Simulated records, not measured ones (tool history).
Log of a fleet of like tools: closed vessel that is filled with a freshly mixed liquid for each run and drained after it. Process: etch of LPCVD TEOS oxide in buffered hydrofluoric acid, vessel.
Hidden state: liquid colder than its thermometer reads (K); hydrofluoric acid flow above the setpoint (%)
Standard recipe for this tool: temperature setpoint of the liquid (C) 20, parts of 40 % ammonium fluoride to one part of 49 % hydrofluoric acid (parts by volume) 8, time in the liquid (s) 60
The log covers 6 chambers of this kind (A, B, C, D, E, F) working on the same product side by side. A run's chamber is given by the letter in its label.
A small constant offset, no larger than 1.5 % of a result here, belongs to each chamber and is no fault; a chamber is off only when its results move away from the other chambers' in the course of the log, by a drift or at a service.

run,day,temperature setpoint of the liquid (C),parts of 40 % ammonium fluoride to one part of 49 % hydrofluoric acid (parts by volume),time in the liquid (s),hours since the thermometer was replaced,hours since the hydrofluoric acid flow meter was replaced,"read-back film thickness of the LPCVD TEOS oxide reference wafer, read on the same gauge (nm)",thickness taken off the LPCVD TEOS oxide on a monitor wafer (nm)
1E,0.262,20,8,60,760,1892.7,80.003,93.027
2F,0.762,20,8,60,1005.8,1006.5,80,92.778
3C,1.321,20,8,60,516.8,1245.2,79.996,96.006
4B,1.892,20,8,60,901.2,438.5,80.012,95.339
5D,2.242,20,8,60,834.4,466.3,79.995,94.86
6A,2.792,20,8,60,312.3,639,79.989,94.817
7B,3.333,20,8,60,935.8,473.1,80.001,94.902
8F,3.829,20,8,60,1079.4,1080.1,80.011,92.466
9D,4.096,20,8,60,878.9,510.8,79.989,93.314
10E,4.458,20,8,60,860.7,1993.4,80.002,93.665
11A,4.808,24.5,8,80,360.7,687.4,80.016,162.65
12C,5.217,24.5,8,80,610.3,1338.7,79.993,161.48
13E,5.496,24.5,8,80,885.6,2018.3,79.998,159.07
14F,5.821,24.5,8,80,1127.2,1127.9,80.004,156.29
15A,6.079,24.5,8,80,391.2,717.9,79.998,161.34
16D,6.479,24.5,8,80,936.1,568,80.009,160.15
17C,6.996,20,10.5,60,653,1381.4,79.989,74.96
18B,7.429,20,10.5,60,1034.1,571.4,79.984,75.06
19E,7.858,20,10.5,60,942.3,2075,80.009,72.448
20D,8.158,20,10.5,60,976.4,608.3,79.998,75.029
21C,8.542,20,10.5,60,690.1,1418.5,79.995,75.076
22F,9.054,20,10.5,60,1204.8,1205.5,79.992,73.184
23B,9.35,20,8,60,1080.2,617.5,80.011,95.835
24A,9.904,17,6,60,483,809.7,79.989,106.99
# day 10: chamber D: hydrofluoric acid flow meter replaced
25B,10.367,17,6,60,1104.6,641.9,80.008,106.63
# day 10.521: chamber C: hydrofluoric acid flow meter replaced
26C,10.725,17,6,60,742.5,4.9,80.007,105.87
# day 11.046: chamber F: thermometer replaced
27E,11.054,17,6,60,1019,2151.7,79.984,103.4
# day 11.092: chamber B: hydrofluoric acid flow meter replaced
28D,11.512,17,6,60,1056.9,36.3,80.002,104.55
29F,11.933,17,6,60,21.3,1274.6,80.006,105.05
30A,12.221,20,8,60,538.6,865.3,79.998,97.547
31F,12.771,20,8,60,41.4,1294.7,79.991,94.071
32A,13.092,20,8,35,559.5,886.2,80.002,57.553
33C,13.629,20,8,35,812.2,74.6,79.978,55.439
34E,13.962,20,8,35,1088.8,2221.5,79.986,54.79
35D,14.338,20,8,35,1124.7,104.1,79.999,55.012
36B,14.729,20,8,35,1209.3,87.3,79.996,55.026
37E,15.008,20,8,35,1113.9,2246.6,79.999,54.3
38B,15.579,20,8,60,1229.7,107.7,79.994,94.752
# day 15.621: chamber D: thermometer replaced
39D,15.912,20,7,30,7.1,141.9,80.012,54.164
40C,16.196,20,7,30,873.8,136.2,79.997,54.675

Has any chamber moved away from the others, gradually or after a service, or does the common gauge drift, or do the chambers differ only by their own small steady offsets? State the chamber and the most likely cause if one applies.

Little by little, chamber A moves away from the other chambers.
Likeliest cause: hydrofluoric acid flow above the setpoint (%) = 6.69.
Not necessarily distinguishable in this log from: liquid hotter than its thermometer reads (K).

Below are 4 candidate recipes for chamber A's next run, each the usual settings with a change, their results shown as question marks. Which of them brings A's results back in line with what the other chambers give on the usual settings?
To be in line, a result may differ from the other chambers' mean on the usual settings by at most: thickness taken off the LPCVD TEOS oxide on a monitor wafer (nm) 2.5
41A-1,16.604,20,7.5,60,,,,?
41A-2,16.604,20,8.5,60,,,,?
41A-3,16.604,20.5,8,60,,,,?
41A-4,16.604,19.5,8,60,,,,?

Mean of the other chambers on the usual settings: thickness taken off the LPCVD TEOS oxide on a monitor wafer (nm) 93.999
run,thickness taken off the LPCVD TEOS oxide on a monitor wafer (nm)
41A-1,107.99
41A-2,94.125
41A-3,103.46
41A-4,97.771
It is 41A-2 that realigns the chamber with its peers.
